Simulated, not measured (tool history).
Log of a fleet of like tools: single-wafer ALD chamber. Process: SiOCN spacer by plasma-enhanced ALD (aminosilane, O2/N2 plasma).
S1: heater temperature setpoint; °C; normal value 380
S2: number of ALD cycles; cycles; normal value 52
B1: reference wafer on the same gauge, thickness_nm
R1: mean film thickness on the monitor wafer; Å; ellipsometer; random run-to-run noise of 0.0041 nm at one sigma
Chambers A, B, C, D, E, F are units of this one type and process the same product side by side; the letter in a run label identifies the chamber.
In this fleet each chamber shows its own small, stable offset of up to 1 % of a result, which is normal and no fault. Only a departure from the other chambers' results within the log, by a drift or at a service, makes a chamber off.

Run 1F, hour 3.7: usual settings; B1 3.7088. Result: R1 31.148 Å.
Run 2A, hour 7.2: usual settings; B1 3.7106. Result: R1 31.134 Å.
Run 3E, hour 10.3: usual settings; B1 3.7089. Result: R1 31.346 Å.
Run 4D, hour 14.9: usual settings; B1 3.708. Result: R1 31.126 Å.
Run 5B, hour 17.6: usual settings but S1 367 °C, S2 46 cycles; B1 3.708. Result: R1 27.676 Å.
Run 6C, hour 22: usual settings but S1 367 °C, S2 46 cycles; B1 3.7073. Result: R1 27.829 Å.
Run 7C, hour 25.7: usual settings but S1 367 °C, S2 46 cycles; B1 3.7053. Result: R1 27.828 Å.
Run 8E, hour 29.4: usual settings but S1 367 °C, S2 46 cycles; B1 3.7066. Result: R1 27.694 Å.
Run 9F, hour 34.3: usual settings but S1 367 °C, S2 46 cycles; B1 3.7073. Result: R1 27.609 Å.
Run 10B, hour 37.7: usual settings but S1 367 °C, S2 46 cycles; B1 3.7054. Result: R1 27.636 Å.
Run 11D, hour 40.7: usual settings; B1 3.7065. Result: R1 31.242 Å.
Run 12A, hour 45.7: usual settings; B1 3.7057. Result: R1 31.209 Å.
Run 13E, hour 48.8: usual settings but S1 374 °C, S2 60 cycles; B1 3.7044. Result: R1 36.13 Å.
Run 14B, hour 51.4: usual settings but S1 374 °C, S2 60 cycles; B1 3.7043. Result: R1 35.95 Å.
Run 15A, hour 55.4: usual settings but S1 374 °C, S2 60 cycles; B1 3.7033. Result: R1 35.922 Å.
Run 16D, hour 58.8: usual settings but S1 374 °C, S2 60 cycles; B1 3.7019. Result: R1 36.043 Å.
Run 17F, hour 62.1: usual settings but S1 374 °C, S2 60 cycles; B1 3.7031. Result: R1 35.919 Å.
Run 18C, hour 67.1: usual settings but S1 374 °C, S2 60 cycles; B1 3.7024. Result: R1 36.219 Å.
Run 19D, hour 69.7: usual settings but S1 391 °C, S2 58 cycles; B1 3.7018. Result: R1 34.677 Å.
Run 20A, hour 72.9: usual settings but S1 391 °C, S2 58 cycles; B1 3.7022. Result: R1 34.69 Å.
Run 21B, hour 75.3: usual settings but S1 391 °C, S2 58 cycles; B1 3.7014. Result: R1 34.722 Å.
Run 22C, hour 79.4: usual settings but S1 391 °C, S2 58 cycles; B1 3.7006. Result: R1 34.993 Å.
Run 23F, hour 83.2: usual settings but S1 391 °C, S2 58 cycles; B1 3.6992. Result: R1 34.779 Å.
Run 24E, hour 87.2: usual settings but S1 391 °C, S2 58 cycles; B1 3.7003. Result: R1 34.876 Å.
Run 25B, hour 91.7: usual settings; B1 3.6999. Result: R1 31.169 Å.
Run 26A, hour 96.6: usual settings; B1 3.6978. Result: R1 31.076 Å.
Run 27D, hour 101.2: usual settings; B1 3.6988. Result: R1 31.097 Å.
Run 28C, hour 105.9: usual settings; B1 3.6992. Result: R1 31.343 Å.
Run 29F, hour 108.6: usual settings; B1 3.6978. Result: R1 31.034 Å.
Run 30E, hour 112.1: usual settings; B1 3.6982. Result: R1 31.261 Å.
Run 31B, hour 116.7: usual settings; B1 3.6955. Result: R1 31.176 Å.
Run 32E, hour 121.7: usual settings; B1 3.6961. Result: R1 31.291 Å.
Run 33A, hour 124.2: usual settings; B1 3.6943. Result: R1 31.162 Å.
Run 34C, hour 128.1: usual settings; B1 3.6958. Result: R1 31.368 Å.
Run 35D, hour 131.8: usual settings; B1 3.6955. Result: R1 31.21 Å.
Run 36F, hour 134.2: usual settings; B1 3.6943. Result: R1 31.04 Å.
Run 37A, hour 139.1: usual settings but S1 388 °C, S2 48 cycles; B1 3.694. Result: R1 28.669 Å.
Run 38E, hour 143.6: usual settings but S1 388 °C, S2 48 cycles; B1 3.6926. Result: R1 28.808 Å.
Run 39B, hour 148.4: usual settings but S1 388 °C, S2 48 cycles; B1 3.6921. Result: R1 28.685 Å.
Run 40F, hour 152.1: usual settings but S1 388 °C, S2 48 cycles; B1 3.6926. Result: R1 28.684 Å.
Run 41D, hour 157.1: usual settings but S1 388 °C, S2 48 cycles; B1 3.6925. Result: R1 28.665 Å.
Run 42C, hour 162: usual settings but S1 388 °C, S2 48 cycles; B1 3.6923. Result: R1 28.916 Å.
Run 43F, hour 164.9: usual settings; B1 3.6905. Result: R1 31.01 Å.

Predict what each chamber gives when all 6 of them run the settings below next.
Run 44A, hour 168.6: usual settings. Result: R1 ?.
Run 44B, hour 168.6: usual settings. Result: R1 ?.
Run 44C, hour 168.6: usual settings. Result: R1 ?.
Run 44D, hour 168.6: usual settings. Result: R1 ?.
Run 44E, hour 168.6: usual settings. Result: R1 ?.
Run 44F, hour 168.6: usual settings. Result: R1 ?.

run      R1
44A  31.004
44B  31.074
44C  31.316
44D   31.01
44E  31.213
44F   31.05
